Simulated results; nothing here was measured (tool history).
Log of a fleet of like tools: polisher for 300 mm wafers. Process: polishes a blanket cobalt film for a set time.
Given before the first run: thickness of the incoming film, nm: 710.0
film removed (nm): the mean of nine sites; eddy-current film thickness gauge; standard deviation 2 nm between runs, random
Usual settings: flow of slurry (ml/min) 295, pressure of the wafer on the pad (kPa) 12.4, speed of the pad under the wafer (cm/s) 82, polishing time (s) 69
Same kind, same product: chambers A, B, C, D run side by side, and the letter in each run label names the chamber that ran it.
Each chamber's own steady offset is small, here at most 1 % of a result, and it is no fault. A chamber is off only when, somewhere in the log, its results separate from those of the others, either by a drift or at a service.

run	hour	flow of slurry (ml/min)	pressure of the wafer on the pad (kPa)	speed of the pad under the wafer (cm/s)	polishing time (s)	film removed (nm)
1D	11.5	295	12.4	82	69	283.65
2C	19.9	295	12.4	82	69	287.56
3A	31.9	295	12.4	82	69	287.24
4B	40.8	295	12.4	82	69	289.39
# hour 46.0: chamber A: worn pad replaced by a new one
5D	51.3	295	12.4	82	69	285.42
# hour 53.2: chamber D: worn pad replaced by a new one
# hour 59.0: chamber B: worn pad replaced by a new one
6B	65.5	295	12.4	102	69	360.82
7A	72.0	295	12.4	102	69	355.41
8C	85.0	295	12.4	102	69	355.31
9A	94.3	295	12.4	102	69	360.85
10C	105.5	295	12.4	82	69	283.48
11B	113.5	295	12.4	82	69	287.04
# hour 113.6: chamber D: worn pad replaced by a new one
12D	128.1	295	12.4	82	69	284.71
13C	140.3	295	12.4	82	69	281.56
14D	151.0	295	12.4	82	69	285.75
# hour 151.3: chamber D: slurry nozzle cleaned
15B	158.5	210	12.4	82	69	278.85
# hour 162.9: chamber B: head pressure recalibrated
16A	172.2	210	12.4	82	69	276.14
# hour 173.1: chamber B: worn pad replaced by a new one
17A	184.3	210	12.4	82	69	278.75
# hour 185.7: chamber A: worn pad replaced by a new one
# hour 191.1: chamber D: worn pad replaced by a new one
18D	193.5	210	12.4	82	69	276.85
# hour 203.1: chamber D: head pressure recalibrated
19C	206.6	295	12.4	82	69	281.29
20B	216.3	295	12.4	82	69	288.49
21B	224.9	295	12.4	82	69	288.72
22A	238.6	295	12.4	82	69	287.38
23D	250.3	295	12.4	82	69	284.71
# hour 255.6: chamber D: worn pad replaced by a new one
24C	257.8	295	12.4	82	69	275.02
25D	267.4	295	12.4	82	69	287.86
26B	281.9	295	12.4	82	69	287.72
27C	291.6	295	13.8	108	69	400.18
# hour 294.9: chamber A: worn pad replaced by a new one
28A	300.6	295	13.8	108	69	424.53
# hour 301.5: chamber B: worn pad replaced by a new one
# hour 302.0: chamber B: slurry nozzle cleaned
29A	313.0	295	13.8	108	69	420.32
30D	322.4	295	13.8	108	69	418.12
31C	330.1	295	12.4	82	69	268.88
32B	338.5	295	12.4	82	69	290.38
33C	351.2	295	12.4	82	69	269.51

What goes on in this fleet: one chamber off, a drifting gauge, or nothing beyond the chambers' own small offsets? Name the chamber and the cause, if any.

It is chamber C that slowly wanders off from its peers.
Likeliest cause: removal rate lost through wear of the pad, % = 6.59.
It could be hard to tell apart here from: slurry flow missing at the pad, %; head's pressure below its setpoint, %.

Here are 4 candidates for chamber C's next run, each the usual settings with a change, their results left as question marks. Which one brings its results back in line with what the others give on the usual settings?
Allowed miss from the other chambers' usual-settings mean, per result, to count as in line: film removed (nm) 7.10
34C-1	361.7	295	11.7	82	69	?
34C-2	361.7	295	12.4	82	68	?
34C-3	361.7	295	12.4	82	70	?
34C-4	361.7	295	12.4	82	73	?

Average result of the remaining chambers running the usual settings: film removed (nm) 287.15
run	film removed (nm)
34C-1	253.10
34C-2	264.24
34C-3	272.02
34C-4	283.67
It is 34C-4 that realigns the chamber with its peers.

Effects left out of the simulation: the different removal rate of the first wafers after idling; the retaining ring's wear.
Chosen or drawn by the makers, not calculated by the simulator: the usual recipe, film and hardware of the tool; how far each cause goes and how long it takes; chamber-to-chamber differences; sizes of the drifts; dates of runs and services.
